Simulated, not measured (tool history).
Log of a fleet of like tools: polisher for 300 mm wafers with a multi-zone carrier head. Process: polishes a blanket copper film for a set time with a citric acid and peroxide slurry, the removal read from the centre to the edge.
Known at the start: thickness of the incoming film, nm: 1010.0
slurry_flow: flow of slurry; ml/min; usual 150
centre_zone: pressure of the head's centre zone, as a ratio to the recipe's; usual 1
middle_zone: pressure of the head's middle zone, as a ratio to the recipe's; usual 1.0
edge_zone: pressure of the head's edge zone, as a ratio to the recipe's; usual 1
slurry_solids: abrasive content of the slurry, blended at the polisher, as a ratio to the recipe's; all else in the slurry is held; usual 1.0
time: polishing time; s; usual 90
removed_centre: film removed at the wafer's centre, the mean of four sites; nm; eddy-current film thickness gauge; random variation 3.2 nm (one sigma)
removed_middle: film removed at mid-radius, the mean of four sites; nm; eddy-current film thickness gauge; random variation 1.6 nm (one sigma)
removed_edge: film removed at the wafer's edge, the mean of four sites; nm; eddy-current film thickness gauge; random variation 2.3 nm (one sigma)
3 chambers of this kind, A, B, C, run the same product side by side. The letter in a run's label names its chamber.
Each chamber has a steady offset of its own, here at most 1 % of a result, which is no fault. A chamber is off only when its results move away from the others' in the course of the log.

| run | day | slurry_flow | centre_zone | middle_zone | edge_zone | slurry_solids | time | removed_centre | removed_middle | removed_edge |
|---|---|---|---|---|---|---|---|---|---|---|
| 1A | 0.300 | 150 | 1 | 1.0 | 1 | 1.0 | 90 | 215.62 | 218.48 | 216.39 |
| 2B | 0.467 | 150 | 1 | 1.0 | 1 | 1.0 | 90 | 214.55 | 216.85 | 216.72 |
| 3C | 0.654 | 150 | 1 | 1.0 | 1 | 1.0 | 90 | 219.89 | 218.32 | 215.80 |
| 4A | 0.825 | 150 | 1 | 1.0 | 1 | 1.0 | 90 | 221.94 | 215.60 | 212.39 |
| 5B | 1.046 | 150 | 1 | 1.0 | 1 | 1.0 | 90 | 216.01 | 214.17 | 217.07 |
| 6C | 1.217 | 150 | 1 | 1.0 | 1 | 1.0 | 90 | 215.77 | 217.29 | 217.45 |
|  | 1.475 | chamber B: worn pad replaced by a new one |
| 7A | 1.504 | 150 | 1 | 1.0 | 1 | 1.0 | 90 | 217.41 | 214.08 | 219.77 |
|  | 1.650 | chamber A: worn pad replaced by a new one |
| 8B | 1.679 | 150 | 1 | 1.0 | 1 | 1.0 | 90 | 218.17 | 217.56 | 221.60 |
| 9C | 1.992 | 150 | 1 | 1.0 | 1 | 1.0 | 90 | 216.14 | 217.58 | 218.17 |
| 10C | 2.192 | 150 | 1 | 1.0 | 1 | 1.2 | 90 | 229.86 | 227.79 | 228.58 |
|  | 2.292 | chamber B: edge zone pressure recalibrated |
| 11B | 2.504 | 150 | 1 | 1.0 | 1 | 1.2 | 90 | 230.73 | 227.60 | 225.58 |
| 12A | 2.708 | 150 | 1 | 1.0 | 1 | 1.2 | 90 | 226.04 | 228.41 | 229.71 |
| 13C | 2.929 | 150 | 1 | 1.0 | 1 | 1.0 | 90 | 219.53 | 214.86 | 219.57 |
| 14B | 3.221 | 150 | 1 | 1.0 | 1 | 1.0 | 90 | 217.90 | 215.32 | 217.27 |
| 15A | 3.421 | 150 | 1 | 1.0 | 1 | 1.0 | 90 | 214.85 | 219.10 | 212.51 |
| 16A | 3.617 | 150 | 1 | 1.0 | 1 | 1.0 | 90 | 216.04 | 216.94 | 216.11 |
| 17C | 3.912 | 150 | 1 | 1.0 | 1 | 1.0 | 90 | 215.24 | 213.11 | 213.63 |
| 18B | 4.071 | 150 | 1 | 1.0 | 1 | 1.0 | 90 | 216.88 | 215.08 | 217.68 |
| 19A | 4.350 | 150 | 1 | 1.0 | 1 | 1.0 | 90 | 221.65 | 221.08 | 219.44 |
| 20C | 4.579 | 150 | 1 | 1.0 | 1 | 1.0 | 90 | 211.34 | 208.93 | 215.48 |
| 21B | 4.754 | 150 | 1 | 1.0 | 1 | 1.0 | 90 | 212.56 | 217.68 | 218.61 |
| 22B | 5.029 | 150 | 1 | 1.0 | 1 | 1.0 | 90 | 214.64 | 217.64 | 223.77 |
| 23C | 5.296 | 150 | 1 | 1.0 | 1 | 1.0 | 90 | 212.07 | 206.07 | 212.70 |
|  | 5.379 | chamber A: worn pad replaced by a new one |
| 24A | 5.538 | 150 | 1 | 1.0 | 1 | 1.0 | 90 | 223.51 | 218.02 | 217.60 |
| 25B | 5.842 | 150 | 1 | 1.0 | 1 | 1.0 | 90 | 218.30 | 218.89 | 219.47 |
|  | 5.892 | chamber B: worn pad replaced by a new one |
| 26C | 6.083 | 150 | 1 | 1.0 | 1 | 1.0 | 90 | 203.27 | 203.90 | 207.08 |
| 27A | 6.375 | 150 | 1 | 1.0 | 1 | 1.0 | 90 | 214.39 | 218.89 | 217.67 |
| 28B | 6.612 | 150 | 1 | 1.0 | 1 | 1.0 | 90 | 211.07 | 217.77 | 216.46 |
|  | 6.679 | chamber B: slurry nozzle cleaned |
| 29A | 6.883 | 150 | 1 | 1.0 | 1 | 1.0 | 90 | 219.49 | 221.21 | 215.20 |
| 30C | 7.067 | 150 | 1 | 1.0 | 1 | 1.0 | 90 | 200.49 | 199.95 | 200.71 |
| 31B | 7.292 | 150 | 1 | 1.0 | 1 | 1.0 | 90 | 214.86 | 216.23 | 218.46 |
| 32A | 7.500 | 150 | 1 | 1.0 | 1 | 1.0 | 90 | 222.74 | 218.94 | 217.25 |
| 33C | 7.717 | 150 | 1 | 1.0 | 1 | 1.0 | 90 | 200.35 | 197.58 | 196.82 |
| 34A | 7.946 | 150 | 1 | 1.0 | 1 | 1.0 | 90 | 216.57 | 220.85 | 216.47 |
| 35C | 8.162 | 175 | 1 | 1.0 | 1 | 1.0 | 90 | 201.16 | 200.01 | 198.89 |
| 36B | 8.325 | 175 | 1 | 1.0 | 1 | 1.0 | 90 | 221.81 | 222.92 | 225.62 |
| 37A | 8.621 | 175 | 1 | 1.0 | 1 | 1.0 | 90 | 226.60 | 223.19 | 218.79 |
| 38C | 8.825 | 170 | 1 | 0.9 | 1 | 1.0 | 90 | 200.26 | 179.89 | 197.55 |
| 39B | 8.983 | 170 | 1 | 0.9 | 1 | 1.0 | 90 | 219.32 | 202.88 | 216.86 |

Is one chamber off against the others, does the gauge drift, or is nothing wrong? If a chamber is off, say which, and what the likeliest cause is.

Chamber C drifts away from the others.
Cause: removal rate lost through wear of the pad, % = 11.3.
The log may not tell that from: slurry flow missing at the pad, %.

Here are 4 candidates for chamber C's next run, each the usual settings with a change, their results left as question marks. Which one brings its results back in line with what the others give on the usual settings?
In line means no further than this from the other chambers' mean on the usual settings: removed_centre 11.00 nm; removed_middle 5.50 nm; removed_edge 8.10 nm
| 40C-1 | 9.217 | 145 | 1.01 | 0.98 | 1.00 | 0.95 | 71 | ? | ? | ? |
| 40C-2 | 9.217 | 155 | 1.00 | 1.01 | 1.00 | 1.00 | 101 | ? | ? | ? |
| 40C-3 | 9.217 | 155 | 0.98 | 1.03 | 1.01 | 1.05 | 112 | ? | ? | ? |
| 40C-4 | 9.217 | 150 | 1.01 | 0.99 | 1.00 | 1.00 | 81 | ? | ? | ? |

The other chambers' mean on the usual settings: removed_centre 215.95 nm; removed_middle 217.56 nm; removed_edge 216.81 nm
| run | removed_centre | removed_middle | removed_edge |
|---|---|---|---|
| 40C-1 | 152.22 | 146.80 | 148.78 |
| 40C-2 | 219.68 | 219.72 | 215.81 |
| 40C-3 | 240.77 | 250.64 | 243.02 |
| 40C-4 | 176.87 | 171.98 | 172.36 |
40C-2 brings the chamber back in line.

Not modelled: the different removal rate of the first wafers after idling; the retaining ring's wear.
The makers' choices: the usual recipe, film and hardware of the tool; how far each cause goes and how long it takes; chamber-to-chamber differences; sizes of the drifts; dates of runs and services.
